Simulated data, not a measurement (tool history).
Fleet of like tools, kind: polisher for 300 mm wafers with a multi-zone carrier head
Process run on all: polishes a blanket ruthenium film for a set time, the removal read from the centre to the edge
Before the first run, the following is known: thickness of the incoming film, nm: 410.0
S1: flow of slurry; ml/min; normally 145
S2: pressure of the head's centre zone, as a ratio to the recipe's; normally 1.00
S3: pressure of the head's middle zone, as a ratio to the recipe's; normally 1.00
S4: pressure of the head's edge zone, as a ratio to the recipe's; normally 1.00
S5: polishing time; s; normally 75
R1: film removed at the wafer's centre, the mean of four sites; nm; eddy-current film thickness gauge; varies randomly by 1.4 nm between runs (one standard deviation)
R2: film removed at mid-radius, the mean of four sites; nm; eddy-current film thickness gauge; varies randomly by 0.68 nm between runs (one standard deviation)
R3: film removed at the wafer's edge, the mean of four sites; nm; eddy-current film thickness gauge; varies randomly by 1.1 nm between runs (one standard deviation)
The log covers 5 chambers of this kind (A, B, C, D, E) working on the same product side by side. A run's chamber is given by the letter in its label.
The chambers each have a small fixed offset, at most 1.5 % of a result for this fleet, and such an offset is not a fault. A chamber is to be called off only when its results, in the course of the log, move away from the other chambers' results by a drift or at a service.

run,hour,S1,S2,S3,S4,S5,R1,R2,R3
# hour 7.6: chamber D: slurry nozzle cleaned
# hour 7.9: chamber E: worn pad replaced by a new one
1B,8.2,145,1.00,1.00,1.00,75,92.928,92.630,94.950
2D,13.6,145,1.00,1.00,1.00,75,93.975,92.754,92.960
3A,17.6,145,1.00,1.00,1.00,75,90.283,93.619,93.645
# hour 22.1: chamber C: worn pad replaced by a new one
4E,25.9,145,1.00,1.00,1.00,75,91.525,92.310,91.670
5C,34.1,145,1.00,1.00,1.00,75,93.355,93.562,92.299
6C,40.4,145,1.00,1.00,1.00,75,91.855,92.854,91.971
# hour 42.6: chamber E: slurry nozzle cleaned
7D,48.9,145,1.04,1.00,1.00,75,96.372,90.752,91.844
8E,55.7,145,1.04,1.00,1.00,75,97.945,92.520,90.776
9B,60.8,145,1.04,1.00,1.00,75,99.402,93.067,93.653
10A,68.5,145,1.04,1.00,1.00,75,97.270,93.777,94.924
11C,73.9,145,1.04,1.00,1.00,75,95.665,92.159,93.328
12A,78.3,175,1.00,1.00,1.00,51,65.743,66.189,64.134
13E,83.6,175,1.00,1.00,1.00,51,64.084,65.344,63.958
14B,89.1,175,1.00,1.00,1.00,51,65.116,64.924,66.397
# hour 92.6: chamber B: worn pad replaced by a new one
15D,97.4,175,1.00,1.00,1.00,51,65.431,64.436,64.521
16E,101.5,175,1.00,1.00,1.00,51,64.032,65.453,65.666
17C,106.8,145,1.00,1.00,1.00,75,90.543,92.188,92.082
18A,113.9,145,1.00,1.00,1.00,75,96.528,94.749,91.831
# hour 116.2: chamber C: worn pad replaced by a new one
19D,120.9,145,1.00,1.00,1.00,75,92.999,91.969,90.708
# hour 128.0: chamber A: slurry nozzle cleaned
20B,129.1,145,1.00,1.00,1.00,75,92.968,92.822,95.273
21B,136.2,145,1.00,1.00,1.08,90,113.200,110.640,117.550
22A,144.1,145,1.00,1.00,1.08,90,115.350,112.980,114.910
23E,149.1,145,1.00,1.00,1.08,90,111.110,110.560,114.360
# hour 150.8: chamber D: worn pad replaced by a new one
# hour 152.5: chamber E: edge zone pressure recalibrated
24C,153.6,145,1.00,1.00,1.08,90,109.480,110.330,115.720
25D,158.2,145,1.00,1.00,1.08,90,110.220,110.480,112.760
# hour 158.4: chamber A: worn pad replaced by a new one
26A,165.8,145,1.00,1.00,1.00,75,98.036,93.484,93.225
27E,170.2,145,1.00,1.00,1.00,75,93.153,93.571,92.575
28B,174.7,145,1.00,1.00,1.00,75,92.834,91.994,95.099
# hour 178.3: chamber B: worn pad replaced by a new one
29C,183.3,145,1.00,1.00,1.00,75,92.046,92.923,93.591
# hour 186.4: chamber C: edge zone pressure recalibrated
30D,187.6,145,1.00,1.07,1.00,56,68.740,73.551,68.446
# hour 192.9: chamber B: centre zone pressure recalibrated
31D,194.3,145,1.00,1.07,1.00,56,67.710,73.840,69.060
32E,202.2,145,1.00,1.07,1.00,56,65.608,73.813,69.074
# hour 204.4: chamber C: worn pad replaced by a new one
33A,207.7,145,1.00,1.07,1.00,56,73.261,74.384,69.097
34B,216.1,145,1.00,1.07,1.00,56,70.366,74.217,69.117
35C,220.5,145,1.00,1.00,1.00,75,91.860,91.962,91.459
36C,225.6,145,1.00,1.00,1.00,75,91.868,92.504,92.303
37D,230.8,145,1.00,1.00,1.00,75,91.379,92.401,93.129
38A,235.0,145,1.00,1.00,1.00,75,102.540,93.905,94.496
39E,239.4,145,1.00,1.00,1.00,75,90.152,91.934,92.611
40B,246.3,145,1.00,1.00,1.00,75,91.463,94.023,92.501
# hour 248.3: chamber E: worn pad replaced by a new one
41B,250.3,165,1.00,1.00,1.00,94,121.270,118.790,117.640
42E,258.5,165,1.00,1.00,1.00,94,120.960,119.240,118.650
43C,262.7,165,1.00,1.00,1.00,94,119.530,121.060,118.250

Read the log: is a single chamber off, either drifting away or since a service, is the gauge that measures every chamber drifting, or is nothing wrong beyond small per-chamber offsets? Name any odd chamber and what most likely caused it.

Little by little, chamber A moves away from the other chambers.
Cause: centre zone's pressure above its setpoint, % = 12.3.

Here are 4 candidates for chamber A's next run, each the usual settings with a change, their results left as question marks. Which one brings its results back in line with what the others give on the usual settings?
To be in line, a result may differ from the other chambers' mean on the usual settings by at most: R1 4.800 nm; R2 2.400 nm; R3 3.900 nm
44A-1,268.9,130,0.83,1.03,1.08,73,?,?,?
44A-2,268.9,155,1.10,0.99,0.96,76,?,?,?
44A-3,268.9,135,0.90,1.01,1.04,74,?,?,?
44A-4,268.9,175,1.17,0.94,0.87,79,?,?,?

Other chambers, usual settings, mean: R1 92.331 nm; R2 92.667 nm; R3 92.836 nm
run,R1,R2,R3
44A-1,81.869,91.647,92.141
44A-2,120.340,95.212,92.478
44A-3,91.487,91.950,92.068
44A-4,136.810,96.362,92.926
44A-3 puts the chamber back in line with the other chambers.
